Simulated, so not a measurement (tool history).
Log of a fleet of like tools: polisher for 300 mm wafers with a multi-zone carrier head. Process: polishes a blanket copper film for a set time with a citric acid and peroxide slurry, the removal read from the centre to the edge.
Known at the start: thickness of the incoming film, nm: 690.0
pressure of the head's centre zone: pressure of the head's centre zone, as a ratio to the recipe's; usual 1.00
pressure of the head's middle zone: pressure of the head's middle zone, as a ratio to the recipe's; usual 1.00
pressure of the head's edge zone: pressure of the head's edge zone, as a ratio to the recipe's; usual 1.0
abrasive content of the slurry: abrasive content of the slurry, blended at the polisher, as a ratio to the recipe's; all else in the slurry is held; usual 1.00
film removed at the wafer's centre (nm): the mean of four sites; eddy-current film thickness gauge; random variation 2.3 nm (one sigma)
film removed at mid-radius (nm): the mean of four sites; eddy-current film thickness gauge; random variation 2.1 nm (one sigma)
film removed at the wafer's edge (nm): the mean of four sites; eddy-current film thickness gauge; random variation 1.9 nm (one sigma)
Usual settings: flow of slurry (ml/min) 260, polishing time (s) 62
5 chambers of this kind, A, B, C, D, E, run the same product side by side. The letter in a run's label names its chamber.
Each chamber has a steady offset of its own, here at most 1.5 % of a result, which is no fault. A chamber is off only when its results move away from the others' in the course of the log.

| run | hour | flow of slurry (ml/min) | pressure of the head's centre zone | pressure of the head's middle zone | pressure of the head's edge zone | abrasive content of the slurry | polishing time (s) | film removed at the wafer's centre (nm) | film removed at mid-radius (nm) | film removed at the wafer's edge (nm) |
|---|---|---|---|---|---|---|---|---|---|---|
|  | 5.3 | chamber D: slurry nozzle cleaned |
| 1A | 6.2 | 260 | 1.00 | 1.00 | 1.0 | 1.00 | 62 | 215.61 | 216.74 | 221.81 |
|  | 9.9 | chamber B: worn pad replaced by a new one |
| 2B | 10.1 | 260 | 1.00 | 1.00 | 1.0 | 1.00 | 62 | 225.15 | 222.19 | 220.87 |
| 3D | 18.8 | 260 | 1.00 | 1.00 | 1.0 | 1.00 | 62 | 220.70 | 223.55 | 223.23 |
|  | 20.1 | chamber C: worn pad replaced by a new one |
|  | 22.2 | chamber B: centre zone pressure recalibrated |
| 4C | 25.5 | 260 | 1.00 | 1.00 | 1.0 | 1.00 | 62 | 215.55 | 220.09 | 224.98 |
|  | 27.0 | chamber A: slurry nozzle cleaned |
| 5E | 30.9 | 260 | 1.00 | 1.00 | 1.0 | 1.00 | 62 | 224.70 | 221.50 | 222.46 |
| 6B | 39.4 | 260 | 1.00 | 1.00 | 1.0 | 1.00 | 62 | 224.35 | 220.43 | 221.67 |
|  | 44.1 | chamber E: worn pad replaced by a new one |
| 7E | 47.6 | 260 | 1.00 | 1.00 | 1.0 | 1.00 | 62 | 217.09 | 221.12 | 216.27 |
| 8A | 53.4 | 260 | 1.07 | 1.00 | 1.0 | 1.00 | 62 | 234.46 | 223.08 | 221.68 |
|  | 54.9 | chamber B: slurry nozzle cleaned |
|  | 57.5 | chamber D: worn pad replaced by a new one |
| 9C | 58.5 | 260 | 1.07 | 1.00 | 1.0 | 1.00 | 62 | 239.56 | 217.89 | 224.98 |
|  | 58.7 | chamber B: worn pad replaced by a new one |
| 10D | 64.1 | 260 | 1.07 | 1.00 | 1.0 | 1.00 | 62 | 239.43 | 219.26 | 221.08 |
|  | 70.1 | chamber A: worn pad replaced by a new one |
| 11B | 71.0 | 260 | 1.07 | 1.00 | 1.0 | 1.00 | 62 | 242.16 | 221.92 | 221.95 |
| 12D | 76.4 | 260 | 1.07 | 1.00 | 1.0 | 1.00 | 62 | 238.18 | 221.96 | 224.06 |
| 13A | 82.6 | 260 | 1.00 | 1.10 | 1.0 | 0.85 | 62 | 207.56 | 232.12 | 211.59 |
|  | 86.2 | chamber D: centre zone pressure recalibrated |
| 14E | 89.5 | 260 | 1.00 | 1.10 | 1.0 | 0.85 | 62 | 215.78 | 230.74 | 213.80 |
|  | 95.9 | chamber E: worn pad replaced by a new one |
| 15C | 97.8 | 260 | 1.00 | 1.10 | 1.0 | 0.85 | 62 | 209.56 | 232.11 | 215.60 |
| 16E | 101.9 | 260 | 1.00 | 1.10 | 1.0 | 0.85 | 62 | 211.76 | 231.91 | 207.46 |
| 17C | 110.7 | 260 | 1.00 | 1.10 | 1.0 | 0.85 | 62 | 210.90 | 234.81 | 214.70 |
|  | 112.0 | chamber B: worn pad replaced by a new one |
| 18B | 119.0 | 260 | 1.00 | 1.00 | 1.0 | 1.00 | 45 | 159.35 | 164.09 | 160.46 |
| 19D | 122.9 | 260 | 1.00 | 1.00 | 1.0 | 1.00 | 45 | 172.16 | 161.20 | 161.20 |
|  | 125.1 | chamber C: worn pad replaced by a new one |
| 20A | 128.6 | 260 | 1.00 | 1.00 | 1.0 | 1.00 | 45 | 155.95 | 157.78 | 160.50 |
| 21A | 133.6 | 260 | 1.00 | 1.00 | 1.0 | 1.00 | 45 | 155.99 | 159.90 | 160.34 |
| 22B | 138.9 | 260 | 1.00 | 1.00 | 1.0 | 1.00 | 45 | 163.48 | 162.54 | 161.12 |
|  | 141.6 | chamber E: worn pad replaced by a new one |
| 23D | 146.4 | 260 | 1.00 | 1.00 | 1.0 | 1.00 | 62 | 235.66 | 222.20 | 222.23 |
|  | 153.3 | chamber E: slurry nozzle cleaned |
| 24E | 154.7 | 260 | 1.00 | 1.00 | 1.0 | 1.00 | 62 | 220.03 | 218.56 | 218.41 |
| 25C | 161.5 | 325 | 1.00 | 0.95 | 1.0 | 1.00 | 62 | 228.70 | 215.29 | 230.91 |
|  | 164.2 | chamber B: worn pad replaced by a new one |
| 26A | 166.4 | 325 | 1.00 | 0.95 | 1.0 | 1.00 | 62 | 221.45 | 214.31 | 228.59 |
| 27B | 174.3 | 325 | 1.00 | 0.95 | 1.0 | 1.00 | 62 | 229.16 | 218.44 | 223.77 |
|  | 175.4 | chamber D: worn pad replaced by a new one |
| 28D | 179.2 | 325 | 1.00 | 0.95 | 1.0 | 1.00 | 62 | 241.37 | 218.45 | 225.40 |
| 29E | 185.6 | 325 | 1.00 | 0.95 | 1.0 | 1.00 | 62 | 227.16 | 216.73 | 222.64 |
| 30C | 190.5 | 260 | 1.00 | 1.00 | 1.0 | 1.00 | 62 | 217.31 | 223.53 | 221.38 |
|  | 191.7 | chamber E: worn pad replaced by a new one |
|  | 192.7 | chamber A: worn pad replaced by a new one |
| 31E | 198.9 | 260 | 1.00 | 1.00 | 1.1 | 1.00 | 62 | 216.28 | 220.99 | 232.05 |
|  | 205.4 | chamber A: edge zone pressure recalibrated |
| 32A | 206.7 | 260 | 1.00 | 1.00 | 1.1 | 1.00 | 62 | 217.16 | 219.99 | 229.95 |
|  | 211.9 | chamber B: worn pad replaced by a new one |
| 33B | 212.6 | 260 | 1.00 | 1.00 | 1.1 | 1.00 | 62 | 222.05 | 219.48 | 234.29 |
| 34C | 221.4 | 260 | 1.00 | 1.00 | 1.1 | 1.00 | 62 | 214.81 | 220.68 | 234.85 |
| 35D | 225.6 | 260 | 1.00 | 1.00 | 1.1 | 1.00 | 62 | 238.59 | 223.91 | 233.88 |
| 36D | 233.9 | 260 | 1.00 | 1.00 | 1.0 | 1.00 | 62 | 240.37 | 218.57 | 221.62 |

Next, every chamber runs the same settings. What will each give?
| 37A | 240.3 | 260 | 1.00 | 1.00 | 1.0 | 1.00 | 62 | ? | ? | ? |
| 37B | 240.3 | 260 | 1.00 | 1.00 | 1.0 | 1.00 | 62 | ? | ? | ? |
| 37C | 240.3 | 260 | 1.00 | 1.00 | 1.0 | 1.00 | 62 | ? | ? | ? |
| 37D | 240.3 | 260 | 1.00 | 1.00 | 1.0 | 1.00 | 62 | ? | ? | ? |
| 37E | 240.3 | 260 | 1.00 | 1.00 | 1.0 | 1.00 | 62 | ? | ? | ? |

| run | film removed at the wafer's centre (nm) | film removed at mid-radius (nm) | film removed at the wafer's edge (nm) |
|---|---|---|---|
| 37A | 215.03 | 222.62 | 217.78 |
| 37B | 221.59 | 221.38 | 218.27 |
| 37C | 222.12 | 222.40 | 222.59 |
| 37D | 240.01 | 224.43 | 223.73 |
| 37E | 220.76 | 220.10 | 220.80 |
